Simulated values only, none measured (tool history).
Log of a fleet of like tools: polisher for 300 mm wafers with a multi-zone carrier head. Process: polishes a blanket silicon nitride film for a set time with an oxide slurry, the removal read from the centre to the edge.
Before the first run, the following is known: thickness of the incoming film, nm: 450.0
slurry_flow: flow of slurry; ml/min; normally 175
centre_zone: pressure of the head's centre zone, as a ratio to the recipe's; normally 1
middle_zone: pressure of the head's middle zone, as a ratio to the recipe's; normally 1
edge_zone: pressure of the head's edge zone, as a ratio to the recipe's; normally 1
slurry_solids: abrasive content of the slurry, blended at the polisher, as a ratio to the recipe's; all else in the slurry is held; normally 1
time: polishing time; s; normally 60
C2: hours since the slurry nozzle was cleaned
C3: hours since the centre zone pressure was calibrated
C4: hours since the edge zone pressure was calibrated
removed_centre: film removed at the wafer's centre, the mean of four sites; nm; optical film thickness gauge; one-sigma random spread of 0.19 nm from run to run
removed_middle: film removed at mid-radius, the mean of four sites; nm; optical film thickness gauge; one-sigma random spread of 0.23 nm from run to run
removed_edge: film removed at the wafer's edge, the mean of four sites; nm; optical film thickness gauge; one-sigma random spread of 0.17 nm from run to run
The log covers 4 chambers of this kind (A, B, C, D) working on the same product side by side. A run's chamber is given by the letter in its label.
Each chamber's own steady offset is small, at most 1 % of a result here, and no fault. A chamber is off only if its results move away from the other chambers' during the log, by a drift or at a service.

At day 0.033: chamber A: centre zone pressure recalibrated.
At day 0.2: chamber D: worn pad replaced by a new one.
Run 1A, day 0.258: usual settings; wafers polished on this pad 757; C2 31.1; C3 5.5; C4 204.7. Result: removed_centre 22.481 nm, removed_middle 22.89 nm, removed_edge 22.753 nm.
At day 0.312: chamber B: centre zone pressure recalibrated.
Run 2D, day 0.396: usual settings; wafers polished on this pad 40; C2 256.3; C3 598.4; C4 622. Result: removed_centre 22.85 nm, removed_middle 23.086 nm, removed_edge 22.877 nm.
Run 3B, day 0.512: usual settings; wafers polished on this pad 215; C2 312.7; C3 4.8; C4 41.8. Result: removed_centre 22.429 nm, removed_middle 22.489 nm, removed_edge 22.831 nm.
At day 0.579: chamber D: edge zone pressure recalibrated.
Run 4C, day 0.671: usual settings; wafers polished on this pad 337; C2 208.4; C3 538.1; C4 607.6. Result: removed_centre 23.005 nm, removed_middle 22.607 nm, removed_edge 22.555 nm.
Run 5A, day 0.904: usual settings; wafers polished on this pad 891; C2 46.6; C3 21; C4 220.2. Result: removed_centre 22.572 nm, removed_middle 22.989 nm, removed_edge 22.566 nm.
At day 1.096: chamber A: worn pad replaced by a new one.
Run 6B, day 1.158: usual settings; wafers polished on this pad 350; C2 328.2; C3 20.3; C4 57.3. Result: removed_centre 22.513 nm, removed_middle 22.536 nm, removed_edge 22.943 nm.
Run 7C, day 1.408: usual settings; wafers polished on this pad 490; C2 226.1; C3 555.8; C4 625.3. Result: removed_centre 22.997 nm, removed_middle 22.266 nm, removed_edge 22.478 nm.
Run 8D, day 1.571: usual settings; wafers polished on this pad 285; C2 284.5; C3 626.6; C4 23.9. Result: removed_centre 22.501 nm, removed_middle 22.92 nm, removed_edge 22.605 nm.
Run 9C, day 1.725: usual settings but centre_zone 1.05; wafers polished on this pad 556; C2 233.7; C3 563.4; C4 632.9. Result: removed_centre 23.964 nm, removed_middle 22.391 nm, removed_edge 22.481 nm.
Run 10D, day 1.875: usual settings but centre_zone 1.05; wafers polished on this pad 348; C2 291.8; C3 633.9; C4 31.2. Result: removed_centre 23.555 nm, removed_middle 23.091 nm, removed_edge 22.43 nm.
Run 11B, day 2.067: usual settings but centre_zone 1.05; wafers polished on this pad 539; C2 350; C3 42.1; C4 79.1. Result: removed_centre 24.064 nm, removed_middle 22.442 nm, removed_edge 22.796 nm.
Run 12A, day 2.271: usual settings but centre_zone 1.05; wafers polished on this pad 244; C2 79.4; C3 53.8; C4 253. Result: removed_centre 23.725 nm, removed_middle 23.089 nm, removed_edge 22.815 nm.
Run 13B, day 2.458: usual settings but centre_zone 0.94; wafers polished on this pad 620; C2 359.4; C3 51.5; C4 88.5. Result: removed_centre 21.097 nm, removed_middle 22.671 nm, removed_edge 22.669 nm.
Run 14D, day 2.658: usual settings but centre_zone 0.94; wafers polished on this pad 511; C2 310.6; C3 652.7; C4 50. Result: removed_centre 21.473 nm, removed_middle 22.888 nm, removed_edge 22.83 nm.
Run 15C, day 2.867: usual settings but centre_zone 0.94; wafers polished on this pad 794; C2 261.1; C3 590.8; C4 660.3. Result: removed_centre 21.164 nm, removed_middle 22.961 nm, removed_edge 22.166 nm.
At day 2.983: chamber C: worn pad replaced by a new one.
Run 16A, day 3.008: usual settings but centre_zone 0.94; wafers polished on this pad 398; C2 97.1; C3 71.5; C4 270.7. Result: removed_centre 20.9 nm, removed_middle 22.922 nm, removed_edge 22.756 nm.
Run 17C, day 3.171: usual settings; wafers polished on this pad 39; C2 268.4; C3 598.1; C4 667.6. Result: removed_centre 22.946 nm, removed_middle 22.707 nm, removed_edge 22.419 nm.
Run 18A, day 3.383: usual settings; wafers polished on this pad 476; C2 106.1; C3 80.5; C4 279.7. Result: removed_centre 22.436 nm, removed_middle 22.899 nm, removed_edge 22.259 nm.
Run 19D, day 3.521: usual settings; wafers polished on this pad 690; C2 331.3; C3 673.4; C4 70.7. Result: removed_centre 22.35 nm, removed_middle 22.683 nm, removed_edge 22.527 nm.
At day 3.554: chamber D: worn pad replaced by a new one.
Run 20B, day 3.75: usual settings; wafers polished on this pad 889; C2 390.4; C3 82.5; C4 119.5. Result: removed_centre 22.431 nm, removed_middle 22.297 nm, removed_edge 22.9 nm.
Run 21C, day 3.896: usual settings but slurry_flow 230 ml/min; wafers polished on this pad 190; C2 285.8; C3 615.5; C4 685. Result: removed_centre 23.636 nm, removed_middle 23.668 nm, removed_edge 23.452 nm.
At day 3.904: chamber C: centre zone pressure recalibrated.
Run 22A, day 4.012: usual settings but slurry_flow 230 ml/min; wafers polished on this pad 607; C2 121.2; C3 95.6; C4 294.8. Result: removed_centre 23.477 nm, removed_middle 24.093 nm, removed_edge 23.357 nm.
Run 23D, day 4.133: usual settings but slurry_flow 230 ml/min; wafers polished on this pad 120; C2 346; C3 688.1; C4 85.4. Result: removed_centre 23.157 nm, removed_middle 24.362 nm, removed_edge 23.135 nm.
Run 24B, day 4.362: usual settings but slurry_flow 230 ml/min; wafers polished on this pad 1016; C2 405.1; C3 97.2; C4 134.2. Result: removed_centre 23.531 nm, removed_middle 23.612 nm, removed_edge 23.241 nm.
Run 25C, day 4.558: usual settings but time 51 s; wafers polished on this pad 328; C2 301.7; C3 15.8; C4 700.9. Result: removed_centre 18.238 nm, removed_middle 19.29 nm, removed_edge 19.036 nm.
Run 26A, day 4.8: usual settings but time 51 s; wafers polished on this pad 770; C2 140.1; C3 114.5; C4 313.7. Result: removed_centre 19.145 nm, removed_middle 19.573 nm, removed_edge 19.268 nm.
Run 27D, day 5.058: usual settings but time 51 s; wafers polished on this pad 313; C2 368.2; C3 710.3; C4 107.6. Result: removed_centre 19.376 nm, removed_middle 19.349 nm, removed_edge 19.243 nm.
At day 5.171: chamber A: worn pad replaced by a new one.
Run 28B, day 5.233: usual settings but time 51 s; wafers polished on this pad 1198; C2 426; C3 118.1; C4 155.1. Result: removed_centre 19.118 nm, removed_middle 19.257 nm, removed_edge 19.402 nm.
Run 29A, day 5.458: usual settings; wafers polished on this pad 60; C2 155.9; C3 130.3; C4 329.5. Result: removed_centre 22.552 nm, removed_middle 22.278 nm, removed_edge 22.786 nm.
Run 30B, day 5.688: usual settings; wafers polished on this pad 1292; C2 436.9; C3 129; C4 166. Result: removed_centre 22.258 nm, removed_middle 22.693 nm, removed_edge 22.707 nm.
Run 31C, day 5.892: usual settings; wafers polished on this pad 605; C2 333.7; C3 47.8; C4 732.9. Result: removed_centre 21.159 nm, removed_middle 22.589 nm, removed_edge 22.899 nm.
At day 5.929: chamber A: edge zone pressure recalibrated.
Run 32D, day 6.146: usual settings; wafers polished on this pad 539; C2 394.3; C3 736.4; C4 133.7. Result: removed_centre 22.718 nm, removed_middle 22.627 nm, removed_edge 22.757 nm.
Run 33B, day 6.312: usual settings; wafers polished on this pad 1422; C2 451.9; C3 144; C4 181. Result: removed_centre 22.687 nm, removed_middle 22.692 nm, removed_edge 23.031 nm.
At day 6.454: chamber D: worn pad replaced by a new one.
Run 34A, day 6.571: usual settings; wafers polished on this pad 291; C2 182.6; C3 157; C4 15.4. Result: removed_centre 22.449 nm, removed_middle 22.853 nm, removed_edge 22.78 nm.
At day 6.604: chamber B: worn pad replaced by a new one.
Run 35D, day 6.704: usual settings; wafers polished on this pad 52; C2 407.7; C3 749.8; C4 147.1. Result: removed_centre 22.557 nm, removed_middle 22.648 nm, removed_edge 22.686 nm.
Run 36C, day 6.896: usual settings; wafers polished on this pad 814; C2 357.8; C3 71.9; C4 757. Result: removed_centre 21.131 nm, removed_middle 22.556 nm, removed_edge 22.159 nm.
Run 37D, day 7.058: usual settings; wafers polished on this pad 126; C2 416.2; C3 758.3; C4 155.6. Result: removed_centre 22.4 nm, removed_middle 23.124 nm, removed_edge 22.639 nm.
Run 38B, day 7.304: usual settings but edge_zone 1.06; wafers polished on this pad 146; C2 475.7; C3 167.8; C4 204.8. Result: removed_centre 22.517 nm, removed_middle 22.269 nm, removed_edge 23.712 nm.
Run 39A, day 7.571: usual settings but edge_zone 1.06; wafers polished on this pad 499; C2 206.6; C3 181; C4 39.4. Result: removed_centre 22.368 nm, removed_middle 23.111 nm, removed_edge 23.558 nm.

Decide between three cases: one chamber stands off from its peers, the gauge reading all wafers drifts, or nothing is wrong past each chamber's small offset. Where a chamber is off, say which and what most likely put it there.

A service on chamber C put it out of line with the rest.
What lies behind it: centre zone's pressure below its setpoint, % = 6.19.

Below are 4 candidate recipes for chamber C's next run, each the usual settings with a change, their results shown as question marks. Which of them brings C's results back in line with what the other chambers give on the usual settings?
A result is in line if it is within this distance of the other chambers' mean on the usual settings: removed_centre 0.66 nm; removed_middle 0.8 nm; removed_edge 0.6 nm
Run 40C-1, day 7.762: usual settings but slurry_flow 180 ml/min, centre_zone 1.04, middle_zone 0.99, edge_zone 0.99, time 61 s. Result: removed_centre ?, removed_middle ?, removed_edge ?.
Run 40C-2, day 7.762: usual settings but slurry_flow 180 ml/min, centre_zone 1.08, middle_zone 0.98, edge_zone 0.97, time 61 s. Result: removed_centre ?, removed_middle ?, removed_edge ?.
Run 40C-3, day 7.762: usual settings but slurry_flow 170 ml/min, centre_zone 0.96, middle_zone 1.01, edge_zone 1.01, time 59 s. Result: removed_centre ?, removed_middle ?, removed_edge ?.
Run 40C-4, day 7.762: usual settings but slurry_flow 170 ml/min, centre_zone 0.92, middle_zone 1.02, edge_zone 1.03, time 59 s. Result: removed_centre ?, removed_middle ?, removed_edge ?.

What the other chambers average on the usual settings: removed_centre 22.506 nm; removed_middle 22.779 nm; removed_edge 22.648 nm
  run  removed_centre  removed_middle  removed_edge
40C-1          22.702          22.889        22.926
40C-2          23.663           22.67         22.69
40C-3          19.885          22.351        22.245
40C-4          18.965          22.561        22.471
40C-1 is the one that brings the chamber's results back in line with the other chambers.

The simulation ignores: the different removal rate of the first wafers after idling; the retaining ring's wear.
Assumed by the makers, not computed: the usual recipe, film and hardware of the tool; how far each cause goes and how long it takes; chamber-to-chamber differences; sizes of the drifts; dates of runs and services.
